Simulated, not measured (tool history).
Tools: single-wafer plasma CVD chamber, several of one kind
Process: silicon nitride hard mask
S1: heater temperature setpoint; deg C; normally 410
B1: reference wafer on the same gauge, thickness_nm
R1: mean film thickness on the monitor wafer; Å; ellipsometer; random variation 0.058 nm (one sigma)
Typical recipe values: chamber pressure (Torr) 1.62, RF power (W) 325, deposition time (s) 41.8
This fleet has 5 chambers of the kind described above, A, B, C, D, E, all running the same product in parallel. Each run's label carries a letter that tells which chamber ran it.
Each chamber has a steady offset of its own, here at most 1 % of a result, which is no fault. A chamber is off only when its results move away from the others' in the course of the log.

run 1A hour=2.4 | S1=410 chamber_pressure_(Torr)=1.62 RF_power_(W)=325 deposition_time_(s)=41.8 | B1=59.484 | R1=505.94
run 2D hour=4.8 | S1=410 chamber_pressure_(Torr)=1.62 RF_power_(W)=325 deposition_time_(s)=41.8 | B1=59.478 | R1=509.53
run 3C hour=8.9 | S1=410 chamber_pressure_(Torr)=1.62 RF_power_(W)=325 deposition_time_(s)=41.8 | B1=59.459 | R1=510.29
run 4B hour=11.4 | S1=410 chamber_pressure_(Torr)=1.62 RF_power_(W)=325 deposition_time_(s)=41.8 | B1=59.47 | R1=506.56
run 5E hour=14.7 | S1=410 chamber_pressure_(Torr)=1.62 RF_power_(W)=325 deposition_time_(s)=41.8 | B1=59.469 | R1=507.97
run 6A hour=17.5 | S1=410 chamber_pressure_(Torr)=1.62 RF_power_(W)=325 deposition_time_(s)=41.8 | B1=59.456 | R1=505.7
run 7E hour=20 | S1=410 chamber_pressure_(Torr)=1.62 RF_power_(W)=325 deposition_time_(s)=41.8 | B1=59.444 | R1=507.41
run 8D hour=22.1 | S1=410 chamber_pressure_(Torr)=1.62 RF_power_(W)=325 deposition_time_(s)=41.8 | B1=59.429 | R1=509.77
run 9B hour=24.7 | S1=410 chamber_pressure_(Torr)=1.62 RF_power_(W)=325 deposition_time_(s)=41.8 | B1=59.448 | R1=505.97
run 10C hour=27.2 | S1=410 chamber_pressure_(Torr)=1.62 RF_power_(W)=325 deposition_time_(s)=41.8 | B1=59.409 | R1=511.44
run 11D hour=29.4 | S1=410 chamber_pressure_(Torr)=1.62 RF_power_(W)=325 deposition_time_(s)=41.8 | B1=59.408 | R1=508.98
run 12C hour=31.7 | S1=410 chamber_pressure_(Torr)=1.99 RF_power_(W)=325 deposition_time_(s)=38.1 | B1=59.407 | R1=492.09
run 13A hour=36.2 | S1=410 chamber_pressure_(Torr)=1.99 RF_power_(W)=325 deposition_time_(s)=38.1 | B1=59.404 | R1=487.26
run 14E hour=39.2 | S1=410 chamber_pressure_(Torr)=1.99 RF_power_(W)=325 deposition_time_(s)=38.1 | B1=59.378 | R1=489.83
run 15B hour=43.7 | S1=410 chamber_pressure_(Torr)=1.99 RF_power_(W)=325 deposition_time_(s)=38.1 | B1=59.347 | R1=489.52
run 16E hour=46.6 | S1=410 chamber_pressure_(Torr)=1.99 RF_power_(W)=325 deposition_time_(s)=38.1 | B1=59.371 | R1=489.38
run 17D hour=50.2 | S1=410 chamber_pressure_(Torr)=1.62 RF_power_(W)=325 deposition_time_(s)=41.8 | B1=59.342 | R1=507.75
run 18B hour=52.2 | S1=416 chamber_pressure_(Torr)=1.62 RF_power_(W)=325 deposition_time_(s)=49.6 | B1=59.354 | R1=599.7
run 19A hour=55.3 | S1=416 chamber_pressure_(Torr)=1.62 RF_power_(W)=325 deposition_time_(s)=49.6 | B1=59.331 | R1=598.52
run 20C hour=59.4 | S1=416 chamber_pressure_(Torr)=1.62 RF_power_(W)=325 deposition_time_(s)=49.6 | B1=59.333 | R1=604.19
run 21C hour=62.7 | S1=416 chamber_pressure_(Torr)=1.62 RF_power_(W)=325 deposition_time_(s)=49.6 | B1=59.306 | R1=602.28
run 22B hour=64.7 | S1=416 chamber_pressure_(Torr)=1.62 RF_power_(W)=325 deposition_time_(s)=49.6 | B1=59.3 | R1=599.2
run 23A hour=67.1 | S1=410 chamber_pressure_(Torr)=1.62 RF_power_(W)=325 deposition_time_(s)=41.8 | B1=59.291 | R1=505.23
-- hour=68.1 chamber C: RF generator calibrated
run 24D hour=70.2 | S1=410 chamber_pressure_(Torr)=1.62 RF_power_(W)=325 deposition_time_(s)=41.8 | B1=59.285 | R1=507.5
run 25E hour=72.9 | S1=410 chamber_pressure_(Torr)=1.62 RF_power_(W)=325 deposition_time_(s)=41.8 | B1=59.28 | R1=506.45
run 26A hour=75 | S1=410 chamber_pressure_(Torr)=1.62 RF_power_(W)=325 deposition_time_(s)=41.8 | B1=59.276 | R1=503.91
run 27C hour=79.5 | S1=410 chamber_pressure_(Torr)=1.62 RF_power_(W)=325 deposition_time_(s)=41.8 | B1=59.269 | R1=508.27
run 28D hour=83.6 | S1=410 chamber_pressure_(Torr)=1.62 RF_power_(W)=325 deposition_time_(s)=41.8 | B1=59.238 | R1=506.77
run 29E hour=86.1 | S1=410 chamber_pressure_(Torr)=1.62 RF_power_(W)=325 deposition_time_(s)=41.8 | B1=59.26 | R1=506.76
run 30B hour=89.8 | S1=410 chamber_pressure_(Torr)=1.62 RF_power_(W)=325 deposition_time_(s)=41.8 | B1=59.24 | R1=505.65
run 31E hour=92.9 | S1=410 chamber_pressure_(Torr)=1.62 RF_power_(W)=325 deposition_time_(s)=41.8 | B1=59.244 | R1=506.73

All chambers now run identical settings, listed one chamber a line with results as question marks. What results will each chamber show?
run 32A hour=96.2 | S1=410 chamber_pressure_(Torr)=1.62 RF_power_(W)=325 deposition_time_(s)=41.8 | R1=?
run 32B hour=96.2 | S1=410 chamber_pressure_(Torr)=1.62 RF_power_(W)=325 deposition_time_(s)=41.8 | R1=?
run 32C hour=96.2 | S1=410 chamber_pressure_(Torr)=1.62 RF_power_(W)=325 deposition_time_(s)=41.8 | R1=?
run 32D hour=96.2 | S1=410 chamber_pressure_(Torr)=1.62 RF_power_(W)=325 deposition_time_(s)=41.8 | R1=?
run 32E hour=96.2 | S1=410 chamber_pressure_(Torr)=1.62 RF_power_(W)=325 deposition_time_(s)=41.8 | R1=?

run=32A R1=503.52
run=32B R1=505.73
run=32C R1=509.33
run=32D R1=506.6
run=32E R1=506.05
